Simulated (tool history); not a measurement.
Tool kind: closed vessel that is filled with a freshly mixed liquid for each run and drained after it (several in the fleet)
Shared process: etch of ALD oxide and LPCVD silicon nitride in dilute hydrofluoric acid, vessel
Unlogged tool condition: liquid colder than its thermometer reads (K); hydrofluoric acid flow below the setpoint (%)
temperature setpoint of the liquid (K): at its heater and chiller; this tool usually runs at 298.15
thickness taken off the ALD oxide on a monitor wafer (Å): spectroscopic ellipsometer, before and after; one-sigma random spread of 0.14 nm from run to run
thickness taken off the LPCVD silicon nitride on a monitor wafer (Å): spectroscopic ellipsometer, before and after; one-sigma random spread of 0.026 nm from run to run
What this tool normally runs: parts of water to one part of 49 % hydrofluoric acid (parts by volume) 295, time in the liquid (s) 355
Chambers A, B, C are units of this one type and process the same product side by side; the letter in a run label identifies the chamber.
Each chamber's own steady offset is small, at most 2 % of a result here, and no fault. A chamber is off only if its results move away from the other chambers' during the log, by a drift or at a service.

run	day	temperature setpoint of the liquid (K)	parts of water to one part of 49 % hydrofluoric acid (parts by volume)	time in the liquid (s)	hours since the thermometer was replaced	hours since the hydrofluoric acid flow meter was replaced	read-back film thickness of the ALD oxide reference wafer, read on the same gauge (nm)	read-back film thickness of the LPCVD silicon nitride reference wafer, read on the same gauge (nm)	thickness taken off the ALD oxide on a monitor wafer (Å)	thickness taken off the LPCVD silicon nitride on a monitor wafer (Å)
1A	0.217	298.15	295	355	1551.4	1075.3	50.003	149.99	181.330	5.4788
2B	0.325	298.15	295	355	791.1	292.4	50.029	149.98	179.980	6.0562
3C	0.429	298.15	295	355	359.7	988.6	50.006	149.99	180.340	6.1200
4B	0.671	298.15	295	355	799.4	300.7	49.986	149.98	177.540	6.3776
5A	0.838	298.15	295	355	1566.3	1090.2	50.015	150.00	181.550	6.0324
6C	0.971	298.15	295	355	372.7	1001.6	50.008	150.02	182.570	6.2780
7A	1.150	298.15	295	355	1573.8	1097.7	49.984	149.98	182.530	6.7501
8C	1.388	298.15	295	355	382.7	1011.6	50.015	149.99	180.000	6.3674
9B	1.592	298.15	295	355	821.5	322.8	49.996	150.02	180.020	6.3351
10A	1.725	298.15	295	355	1587.6	1111.5	49.996	150.01	179.730	6.0260
11B	1.888	298.15	295	355	828.6	329.9	50.002	149.98	180.070	6.0249
12C	2.008	298.15	295	355	397.6	1026.5	50.003	150.00	178.100	6.1207
13B	2.196	298.15	295	355	836.0	337.3	49.993	149.99	181.520	6.0035
14A	2.400	298.15	295	355	1603.8	1127.7	50.002	149.99	181.500	6.0405
15C	2.550	298.15	295	355	410.6	1039.5	50.015	149.99	179.610	6.1684
16A	2.692	298.15	360	355	1610.8	1134.7	50.015	149.96	142.170	5.0353
17C	2.800	298.15	360	355	416.6	1045.5	50.004	149.99	139.120	5.2186
18B	2.962	298.15	360	355	854.4	355.7	49.990	150.03	138.770	5.1254
19A	3.088	298.15	295	355	1620.3	1144.2	50.014	150.01	181.120	6.3933
20C	3.292	298.15	295	355	428.4	1057.3	50.017	149.97	180.730	6.1898
21B	3.517	298.15	295	355	867.7	369.0	49.979	150.03	176.340	6.3841
22B	3.638	298.15	295	355	870.6	371.9	49.979	150.00	172.580	6.2187
23C	3.792	298.15	295	355	440.4	1069.3	49.995	149.98	180.990	6.2396
24A	3.967	298.15	295	355	1641.4	1165.3	50.023	149.98	180.540	5.9211
25B	4.162	298.15	295	355	883.2	384.5	50.001	149.98	175.760	5.8034
26C	4.267	298.15	295	355	451.8	1080.7	50.007	150.02	179.640	6.3180
27A	4.408	300.15	295	355	1652.0	1175.9	50.003	149.98	196.410	7.6183
28A	4.625	300.15	295	355	1657.2	1181.1	49.982	150.00	193.930	7.1715
29B	4.738	300.15	295	355	897.0	398.3	49.998	150.00	183.280	6.8239
30C	4.925	298.15	295	355	467.6	1096.5	50.013	150.00	178.860	6.1593
31C	5.071	293.65	295	355	471.1	1100.0	50.010	149.97	154.070	4.6551
32B	5.208	293.65	295	355	908.3	409.6	49.995	150.02	147.540	4.5167
33A	5.417	293.65	295	355	1676.2	1200.1	49.976	150.00	155.170	4.5975
34B	5.558	298.15	295	355	916.7	418.0	50.006	150.01	169.530	6.3188
35C	5.788	298.15	295	355	488.3	1117.2	49.989	149.97	175.920	6.0150
36A	5.958	298.15	420	180	1689.2	1213.1	50.002	150.01	57.832	2.1783
37B	6.200	298.15	420	180	932.1	433.4	50.004	149.98	52.768	2.2468
38A	6.429	298.15	420	180	1700.5	1224.4	50.005	149.98	57.938	2.1865
39C	6.583	294.65	295	355	507.4	1136.3	50.006	150.03	158.030	4.5248
40C	6.738	294.65	295	355	511.1	1140.0	50.003	149.99	160.570	4.9721
41B	6.867	294.65	295	355	948.1	449.4	50.009	149.99	145.850	4.6296

Does one chamber stand apart from the rest, does the shared gauge drift, or is all well apart from small per-chamber offsets? Give the chamber and the most likely cause, where there is one.

It is chamber B that slowly wanders off from its peers.
Cause: hydrofluoric acid flow below the setpoint (%) = 6.82.

Here are 4 candidates for chamber B's next run, each the usual settings with a change, their results left as question marks. Which one brings its results back in line with what the others give on the usual settings?
To be in line, a result may differ from the other chambers' mean on the usual settings by at most: thickness taken off the ALD oxide on a monitor wafer (Å) 4.900; thickness taken off the LPCVD silicon nitride on a monitor wafer (Å) 0.9000
42B-1	7.038	297.65	280	355					?	?
42B-2	7.038	298.65	310	355					?	?
42B-3	7.038	297.65	270	355					?	?
42B-4	7.038	298.65	320	350					?	?

The other chambers' mean on the usual settings: thickness taken off the ALD oxide on a monitor wafer (Å) 181.180; thickness taken off the LPCVD silicon nitride on a monitor wafer (Å) 6.1550
run	thickness taken off the ALD oxide on a monitor wafer (Å)	thickness taken off the LPCVD silicon nitride on a monitor wafer (Å)
42B-1	171.630	6.0815
42B-2	155.710	5.8439
42B-3	179.750	6.3016
42B-4	147.270	5.5840
It is 42B-3 that realigns the chamber with its peers.
